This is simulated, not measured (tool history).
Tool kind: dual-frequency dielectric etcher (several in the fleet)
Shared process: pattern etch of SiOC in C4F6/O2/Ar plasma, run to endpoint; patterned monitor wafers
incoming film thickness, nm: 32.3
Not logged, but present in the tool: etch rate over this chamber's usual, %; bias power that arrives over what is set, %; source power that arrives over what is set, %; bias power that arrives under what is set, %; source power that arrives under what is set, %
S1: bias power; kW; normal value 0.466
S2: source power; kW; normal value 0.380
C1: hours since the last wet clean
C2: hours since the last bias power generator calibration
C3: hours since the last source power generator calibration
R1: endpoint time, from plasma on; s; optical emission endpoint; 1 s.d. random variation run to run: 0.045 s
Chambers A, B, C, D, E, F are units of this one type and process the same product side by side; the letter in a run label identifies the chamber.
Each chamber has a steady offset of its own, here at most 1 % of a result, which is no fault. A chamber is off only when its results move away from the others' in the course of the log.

run   hour     S1     S2     C1      C2      C3      R1
 1B    6.5  0.466  0.380  209.5   351.7   562.4  11.414
 2F   13.4  0.466  0.380  210.5   885.5   475.0  11.320
 3A   19.5  0.466  0.380   30.2   620.2  2945.6  11.413
      22.0  -- chamber E: wet clean of the chamber
 4D   28.5  0.466  0.380  487.3   275.9   359.6  11.379
 5C   36.0  0.466  0.380  242.7   936.4  1395.1  11.276
 6E   41.7  0.466  0.310   19.8   897.4   211.9  12.264
 7F   50.7  0.466  0.310  247.8   922.8   512.3  12.215
 8E   61.1  0.466  0.310   39.2   916.8   231.3  12.381
 9B   71.8  0.466  0.310  274.8   417.0   627.7  12.243
10C   76.9  0.466  0.310  283.6   977.3  1436.0  12.274
11A   87.7  0.466  0.310   98.4   688.4  3013.8  12.432
12D   94.2  0.466  0.290  553.0   341.6   425.3  12.546
13B  105.7  0.466  0.290  308.7   450.9   661.6  12.632
14F  116.4  0.466  0.290  313.5   988.5   578.0  12.440
15C  127.9  0.466  0.290  334.6  1028.3  1487.0  12.481
16A  136.3  0.466  0.290  147.0   737.0  3062.4  12.664
17E  142.4  0.466  0.290  120.5   998.1   312.6  12.610
     147.3  -- chamber D: wet clean of the chamber
18D  149.0  0.507  0.380    1.8   396.4   480.1  11.001
19C  156.4  0.507  0.380  363.1  1056.8  1515.5  10.944
20E  166.7  0.507  0.380  144.8  1022.4   336.9  11.088
21A  174.8  0.507  0.380  185.5   775.5  3100.9  11.004
22B  183.6  0.507  0.380  386.6   528.8   739.5  11.019
23F  193.7  0.507  0.380  390.8  1065.8   655.3  10.938
24D  202.2  0.466  0.380   55.0   449.6   533.3  11.342
     204.3  -- chamber F: wet clean of the chamber
25F  213.5  0.466  0.380    9.3  1085.6   675.1  11.370
26B  221.0  0.395  0.290  424.0   566.2   776.9  13.342
27C  231.7  0.395  0.290  438.4  1132.1  1590.8  13.335
28D  242.2  0.395  0.290   95.0   489.6   573.3  13.303
29E  251.9  0.395  0.290  230.0  1107.6   422.1  13.504
     255.9  -- chamber B: wet clean of the chamber
30A  258.2  0.395  0.290  268.9   858.9  3184.3  13.390
31A  265.5  0.395  0.290  276.2   866.2  3191.6  13.496
32D  273.1  0.466  0.380  125.9   520.5   604.2  11.221
33B  283.0  0.466  0.380   27.2   628.2   838.9  11.436
34F  290.2  0.558  0.380   86.0  1162.3   751.8  10.519
35C  298.4  0.558  0.380  505.1  1198.8  1657.5  10.518
36E  309.4  0.558  0.380  287.5  1165.1   479.6  10.638
37D  320.0  0.558  0.380  172.8   567.4   651.1  10.554
38E  325.2  0.558  0.380  303.3  1180.9   495.4  10.730
39F  335.8  0.558  0.380  131.6  1207.9   797.4  10.577

Next, every chamber runs the same settings. What will each give?
40A  344.1  0.466  0.380               ?
40B  344.1  0.466  0.380               ?
40C  344.1  0.466  0.380               ?
40D  344.1  0.466  0.380               ?
40E  344.1  0.466  0.380               ?
40F  344.1  0.466  0.380               ?

run      R1
40A  11.495
40B  11.350
40C  11.272
40D  11.341
40E  11.385
40F  11.305

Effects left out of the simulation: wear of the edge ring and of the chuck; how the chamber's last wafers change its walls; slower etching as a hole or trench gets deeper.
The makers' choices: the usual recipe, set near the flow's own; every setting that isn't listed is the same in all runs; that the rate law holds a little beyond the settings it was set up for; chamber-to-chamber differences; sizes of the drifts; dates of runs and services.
